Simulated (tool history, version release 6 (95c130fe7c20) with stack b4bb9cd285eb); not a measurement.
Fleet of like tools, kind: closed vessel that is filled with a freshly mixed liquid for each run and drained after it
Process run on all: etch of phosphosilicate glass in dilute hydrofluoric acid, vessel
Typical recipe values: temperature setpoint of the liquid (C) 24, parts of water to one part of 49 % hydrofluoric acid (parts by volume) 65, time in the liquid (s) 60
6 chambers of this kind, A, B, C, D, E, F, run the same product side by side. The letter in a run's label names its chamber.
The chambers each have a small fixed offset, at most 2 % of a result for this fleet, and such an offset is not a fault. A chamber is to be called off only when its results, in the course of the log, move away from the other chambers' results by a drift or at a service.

run	hour	temperature setpoint of the liquid (C)	parts of water to one part of 49 % hydrofluoric acid (parts by volume)	time in the liquid (s)	hours since the thermometer was replaced	hours since the hydrofluoric acid flow meter was replaced	read-back film thickness of the phosphosilicate glass reference wafer, read on the same gauge (nm)	thickness taken off the phosphosilicate glass on a monitor wafer (angstrom)
1B	8.2	24	65	60	713.8	533.4	110	579.26
2D	16.7	24	65	60	591.9	235.4	109.99	589.85
3F	25	24	65	60	1022.2	1137.1	110	579.8
4C	31.1	24	65	60	511.3	454.5	109.97	582.85
5E	37.9	24	40	60	886.1	912.8	109.97	981.78
6A	45.9	24	40	60	297	562.4	110	977.91
7B	51.5	24	40	60	757.1	576.7	109.99	958.26
8F	63.3	24	40	60	1060.5	1175.4	109.97	973.19
9D	71.2	24	40	60	646.4	289.9	110.01	982.23
10E	80.3	24	40	60	928.5	955.2	110	972.18
11A	87.2	24	65	60	338.3	603.7	109.98	582.95
12C	92.6	24	65	60	572.8	516	109.97	584.46
13B	103.5	28.5	50	60	809.1	628.7	110.02	912.42
14F	115.5	28.5	50	60	1112.7	1227.6	110.01	925.36
15D	121.5	28.5	50	60	696.7	340.2	110.01	931.16
16E	128	28.5	50	60	976.2	1002.9	110.03	930.13
17C	133.6	28.5	50	60	613.8	557	110	933.88
18A	139.1	28.5	50	60	390.2	655.6	109.99	923.06
19D	149	28.5	80	60	724.2	367.7	109.99	558.56
# hour 158.5: chamber B: hydrofluoric acid flow meter replaced
20C	160.7	28.5	80	60	640.9	584.1	110.03	556.72
# hour 162.5: chamber F: thermometer replaced
21F	171.2	28.5	80	60	8.8	1283.3	110.01	549.58
# hour 177.5: chamber C: thermometer replaced
22B	181.9	28.5	80	60	887.5	23.5	109.99	548.04
# hour 188.3: chamber E: hydrofluoric acid flow meter replaced
23E	192	28.5	80	60	1040.2	3.8	110.03	557.63
# hour 197.7: chamber D: hydrofluoric acid flow meter replaced
24A	202.1	28.5	80	60	453.2	718.6	109.99	553.3
25D	208.1	24	65	60	783.3	10.5	110	588.16
26F	217.1	24	65	60	54.7	1329.2	109.99	576.82
27A	224.6	24	65	60	475.7	741.1	109.99	579.18
28B	229.9	24	65	60	935.5	71.5	109.99	579.43
29C	237.8	24	65	60	60.3	661.2	110	583.01
30E	246.3	24	65	60	1094.5	58.1	110	584.1
31A	256.8	24	65	60	507.9	773.3	110	581.25
32E	267.2	24	65	60	1115.4	79	109.99	583.73
33F	274.6	24	65	60	112.2	1386.7	110.01	575.64
34B	280.8	24	65	60	986.4	122.4	110.02	580.37
35C	290.3	24	90	50	112.8	713.7	110	338.24
36D	301.4	24	90	50	876.6	103.8	109.96	345.39

Which is it: a chamber that has drifted or been left off by a service, a gauge drift common to all chambers, or only each chamber's usual small offset? If a chamber is off, name it and its likeliest cause.

The fleet is healthy, with each chamber sitting at its usual small offset and no drift in the gauge.

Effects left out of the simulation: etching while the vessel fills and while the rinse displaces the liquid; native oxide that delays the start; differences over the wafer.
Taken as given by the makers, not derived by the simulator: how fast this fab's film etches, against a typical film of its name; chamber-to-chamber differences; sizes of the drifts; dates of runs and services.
